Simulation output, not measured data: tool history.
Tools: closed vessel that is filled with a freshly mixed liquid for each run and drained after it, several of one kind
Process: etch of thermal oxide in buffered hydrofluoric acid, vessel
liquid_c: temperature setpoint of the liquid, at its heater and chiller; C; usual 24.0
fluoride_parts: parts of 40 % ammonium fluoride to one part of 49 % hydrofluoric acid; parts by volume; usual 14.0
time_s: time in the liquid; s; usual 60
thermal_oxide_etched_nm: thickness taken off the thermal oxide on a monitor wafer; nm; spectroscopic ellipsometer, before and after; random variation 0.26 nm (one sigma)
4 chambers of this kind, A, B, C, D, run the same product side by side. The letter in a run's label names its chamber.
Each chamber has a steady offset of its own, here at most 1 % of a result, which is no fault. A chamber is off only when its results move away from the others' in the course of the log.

run	hour	liquid_c	fluoride_parts	time_s	read-back film thickness of the thermal oxide reference wafer, read on the same gauge (nm)	thermal_oxide_etched_nm
1B	13.6	24.0	14.0	60	110.01	47.819
2A	21.4	24.0	14.0	60	110.01	47.981
3C	35.4	24.0	14.0	60	110.02	48.096
4D	44.0	24.0	14.0	60	110.02	48.073
5D	58.7	24.0	14.0	60	109.99	47.762
6C	73.6	24.0	14.0	60	109.98	48.793
7A	88.2	24.0	14.0	60	109.97	47.110
8B	98.1	24.0	14.0	60	110.01	47.291
9A	111.2	24.0	14.0	60	110.05	47.668
10D	122.8	28.0	16.0	60	110.00	51.657
11B	130.7	28.0	16.0	60	109.99	51.767
12C	142.6	28.0	16.0	60	110.00	52.546
13C	150.6	28.0	16.0	60	109.96	52.466
14B	164.1	24.0	14.0	60	110.03	47.778
15A	172.4	24.0	14.0	60	110.00	47.334
16D	180.8	24.0	14.0	60	110.00	48.205
17A	193.0	24.0	14.0	60	110.02	47.780
18C	206.7	24.0	14.0	60	110.00	47.926
19D	220.2	24.0	14.0	60	110.04	48.705
20B	235.6	24.0	14.0	60	109.99	48.028
21A	244.6	24.0	14.0	60	110.00	47.878
22C	253.5	28.5	14.0	60	110.04	62.653
23B	264.7	28.5	14.0	60	110.01	60.716
# hour 273.9: chamber D: thermometer replaced
24D	276.4	28.5	14.0	60	109.99	61.709
# hour 280.5: chamber C: hydrofluoric acid flow meter replaced
25C	292.4	28.5	14.0	60	110.00	61.447
26A	303.2	24.0	14.0	60	110.00	47.677
# hour 313.5: chamber C: thermometer replaced
27D	317.2	24.0	11.5	30	109.99	29.674
28B	328.1	24.0	11.5	30	110.01	29.170
29D	339.0	24.0	11.5	30	109.99	29.950
30A	349.2	24.0	11.5	30	110.00	28.989
31B	357.1	24.0	14.0	60	110.02	48.052
32C	367.2	24.0	18.0	45	109.97	27.926
33D	374.8	24.0	18.0	45	110.03	28.555
34B	383.8	24.0	18.0	45	110.02	28.388
35A	398.2	24.0	18.0	45	109.99	28.065
36C	408.1	24.0	14.0	45	110.01	36.142
37C	423.9	24.0	14.0	45	110.00	35.798
38B	432.0	24.0	14.0	45	109.96	36.019
39A	439.6	24.0	14.0	45	109.98	35.744

Is one chamber off against the others, does the gauge drift, or is nothing wrong? If a chamber is off, say which, and what the likeliest cause is.

Chamber D drifts away from the others.
Cause: hydrofluoric acid flow above the setpoint (%) = 4.36.

Here are 4 candidates for chamber D's next run, each the usual settings with a change, their results left as question marks. Which one brings its results back in line with what the others give on the usual settings?
In line means no further than this from the other chambers' mean on the usual settings: thermal_oxide_etched_nm 0.890 nm
40D-1	451.1	23.5	14.5	60		?
40D-2	451.1	24.0	14.5	60		?
40D-3	451.1	24.5	13.5	60		?
40D-4	451.1	24.0	13.5	60		?

The other chambers' mean on the usual settings: thermal_oxide_etched_nm 48.054 nm
run	thermal_oxide_etched_nm
40D-1	46.858
40D-2	48.157
40D-3	53.160
40D-4	51.703
40D-2 brings the chamber back in line.
